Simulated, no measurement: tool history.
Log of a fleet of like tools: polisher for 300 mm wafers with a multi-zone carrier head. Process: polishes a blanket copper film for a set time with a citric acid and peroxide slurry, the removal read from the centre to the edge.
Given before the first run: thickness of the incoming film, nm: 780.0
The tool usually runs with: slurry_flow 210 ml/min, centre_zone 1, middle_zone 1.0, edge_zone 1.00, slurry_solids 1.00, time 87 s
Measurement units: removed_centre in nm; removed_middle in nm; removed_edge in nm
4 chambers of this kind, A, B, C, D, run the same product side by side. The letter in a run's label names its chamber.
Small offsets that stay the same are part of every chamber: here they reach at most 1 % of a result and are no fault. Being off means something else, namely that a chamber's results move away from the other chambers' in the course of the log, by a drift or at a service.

| run | hour | slurry_flow | centre_zone | middle_zone | edge_zone | slurry_solids | time | removed_centre | removed_middle | removed_edge |
|---|---|---|---|---|---|---|---|---|---|---|
| 1D | 11.0 | 210 | 1 | 1.0 | 1.00 | 1.00 | 87 | 161.97 | 161.15 | 163.69 |
|  | 18.9 | chamber A: slurry nozzle cleaned |
|  | 22.4 | chamber B: slurry nozzle cleaned |
| 2B | 27.0 | 210 | 1 | 1.0 | 1.00 | 1.00 | 87 | 162.02 | 160.88 | 161.76 |
| 3A | 41.8 | 210 | 1 | 1.0 | 1.00 | 1.00 | 87 | 161.21 | 162.75 | 164.85 |
| 4C | 55.3 | 210 | 1 | 1.0 | 1.00 | 1.00 | 87 | 160.59 | 163.25 | 163.11 |
|  | 58.8 | chamber C: worn pad replaced by a new one |
| 5A | 62.7 | 210 | 1 | 1.0 | 1.00 | 1.20 | 68 | 130.27 | 130.72 | 133.56 |
|  | 69.3 | chamber D: slurry nozzle cleaned |
| 6B | 76.6 | 210 | 1 | 1.0 | 1.00 | 1.20 | 68 | 134.15 | 129.06 | 132.40 |
| 7D | 88.1 | 210 | 1 | 1.0 | 1.00 | 1.20 | 68 | 131.62 | 130.91 | 130.83 |
| 8C | 100.4 | 210 | 1 | 1.0 | 1.00 | 1.20 | 68 | 130.42 | 131.31 | 132.01 |
| 9D | 114.3 | 210 | 1 | 1.0 | 1.00 | 1.00 | 87 | 161.19 | 160.88 | 164.10 |
|  | 117.8 | chamber B: worn pad replaced by a new one |
|  | 121.4 | chamber C: edge zone pressure recalibrated |
| 10C | 126.5 | 210 | 1 | 1.0 | 1.00 | 1.00 | 87 | 162.71 | 164.38 | 160.90 |
| 11A | 133.9 | 210 | 1 | 1.1 | 1.00 | 1.15 | 87 | 168.71 | 180.23 | 166.38 |
|  | 141.2 | chamber A: worn pad replaced by a new one |
| 12B | 142.8 | 210 | 1 | 1.1 | 1.00 | 1.15 | 87 | 169.25 | 181.95 | 168.59 |
| 13A | 152.5 | 210 | 1 | 1.1 | 1.00 | 1.15 | 87 | 165.74 | 181.87 | 167.98 |
| 14C | 166.6 | 210 | 1 | 1.1 | 1.00 | 1.15 | 87 | 166.12 | 181.60 | 168.09 |
| 15D | 176.6 | 210 | 1 | 1.0 | 1.08 | 1.25 | 87 | 168.89 | 171.06 | 176.87 |
| 16B | 185.5 | 210 | 1 | 1.0 | 1.08 | 1.25 | 87 | 167.83 | 169.51 | 176.75 |
|  | 188.4 | chamber D: worn pad replaced by a new one |
| 17A | 192.9 | 210 | 1 | 1.0 | 1.08 | 1.25 | 87 | 171.94 | 169.76 | 179.03 |
| 18C | 205.5 | 210 | 1 | 1.0 | 1.08 | 1.25 | 87 | 168.13 | 168.43 | 177.02 |
|  | 212.9 | chamber B: edge zone pressure recalibrated |
|  | 215.7 | chamber D: centre zone pressure recalibrated |
|  | 219.6 | chamber A: centre zone pressure recalibrated |
| 19B | 221.3 | 210 | 1 | 1.0 | 1.00 | 1.00 | 87 | 159.73 | 162.50 | 160.64 |
| 20D | 231.1 | 210 | 1 | 1.0 | 1.00 | 1.00 | 110 | 205.11 | 201.40 | 203.11 |
| 21D | 239.6 | 210 | 1 | 1.0 | 1.00 | 1.00 | 110 | 203.62 | 201.52 | 205.63 |
| 22C | 252.7 | 210 | 1 | 1.0 | 1.00 | 1.00 | 110 | 205.07 | 205.99 | 207.47 |
| 23A | 268.3 | 210 | 1 | 1.0 | 1.00 | 1.00 | 110 | 204.23 | 202.78 | 205.56 |
|  | 274.6 | chamber C: worn pad replaced by a new one |
| 24B | 278.3 | 210 | 1 | 1.0 | 1.00 | 1.00 | 87 | 155.19 | 160.69 | 163.39 |
|  | 282.4 | chamber B: slurry nozzle cleaned |
| 25C | 291.7 | 210 | 1 | 1.0 | 1.00 | 1.00 | 87 | 163.44 | 162.86 | 164.90 |
| 26D | 306.7 | 210 | 1 | 1.0 | 1.00 | 1.00 | 87 | 162.08 | 161.72 | 161.93 |
|  | 311.7 | chamber A: slurry nozzle cleaned |
|  | 312.9 | chamber C: slurry nozzle cleaned |
| 27A | 318.5 | 210 | 1 | 1.0 | 1.00 | 1.00 | 87 | 159.10 | 161.52 | 163.41 |
| 28B | 328.1 | 210 | 1 | 1.0 | 1.00 | 1.00 | 87 | 156.30 | 158.74 | 160.07 |
| 29A | 337.5 | 210 | 1 | 1.0 | 1.00 | 1.00 | 87 | 161.65 | 157.97 | 165.29 |
| 30B | 345.7 | 210 | 1 | 1.0 | 1.00 | 1.00 | 87 | 153.67 | 160.99 | 162.39 |
| 31C | 360.2 | 210 | 1 | 1.0 | 1.00 | 1.00 | 109 | 200.75 | 202.55 | 204.69 |
|  | 369.6 | chamber D: worn pad replaced by a new one |
| 32D | 375.6 | 210 | 1 | 1.0 | 1.00 | 1.00 | 109 | 204.53 | 201.25 | 200.88 |

Read the log: is a single chamber off, either drifting away or since a service, is the gauge that measures every chamber drifting, or is nothing wrong beyond small per-chamber offsets? Name any odd chamber and what most likely caused it.

It is chamber B that slowly wanders off from its peers.
Most likely cause: centre zone's pressure below its setpoint, % = 6.59.

Below are 4 candidate recipes for chamber B's next run, each the usual settings with a change, their results shown as question marks. Which of them brings B's results back in line with what the other chambers give on the usual settings?
In line here means within this much of the mean the other chambers give on the usual settings: removed_centre 5.90 nm; removed_middle 6.20 nm; removed_edge 4.60 nm
| 33B-1 | 387.3 | 205 | 0.91 | 1.03 | 1.02 | 1.00 | 85 | ? | ? | ? |
| 33B-2 | 387.3 | 205 | 0.95 | 1.02 | 1.01 | 1.00 | 86 | ? | ? | ? |
| 33B-3 | 387.3 | 215 | 1.05 | 0.98 | 0.99 | 1.00 | 88 | ? | ? | ? |
| 33B-4 | 387.3 | 215 | 1.09 | 0.97 | 0.98 | 1.00 | 89 | ? | ? | ? |

Usual-settings mean across the other chambers: removed_centre 161.42 nm; removed_middle 161.09 nm; removed_edge 162.47 nm
| run | removed_centre | removed_middle | removed_edge |
|---|---|---|---|
| 33B-1 | 132.81 | 162.53 | 157.24 |
| 33B-2 | 140.84 | 162.92 | 158.29 |
| 33B-3 | 161.80 | 161.58 | 161.14 |
| 33B-4 | 170.37 | 161.83 | 162.13 |
It is 33B-3 that realigns the chamber with its peers.

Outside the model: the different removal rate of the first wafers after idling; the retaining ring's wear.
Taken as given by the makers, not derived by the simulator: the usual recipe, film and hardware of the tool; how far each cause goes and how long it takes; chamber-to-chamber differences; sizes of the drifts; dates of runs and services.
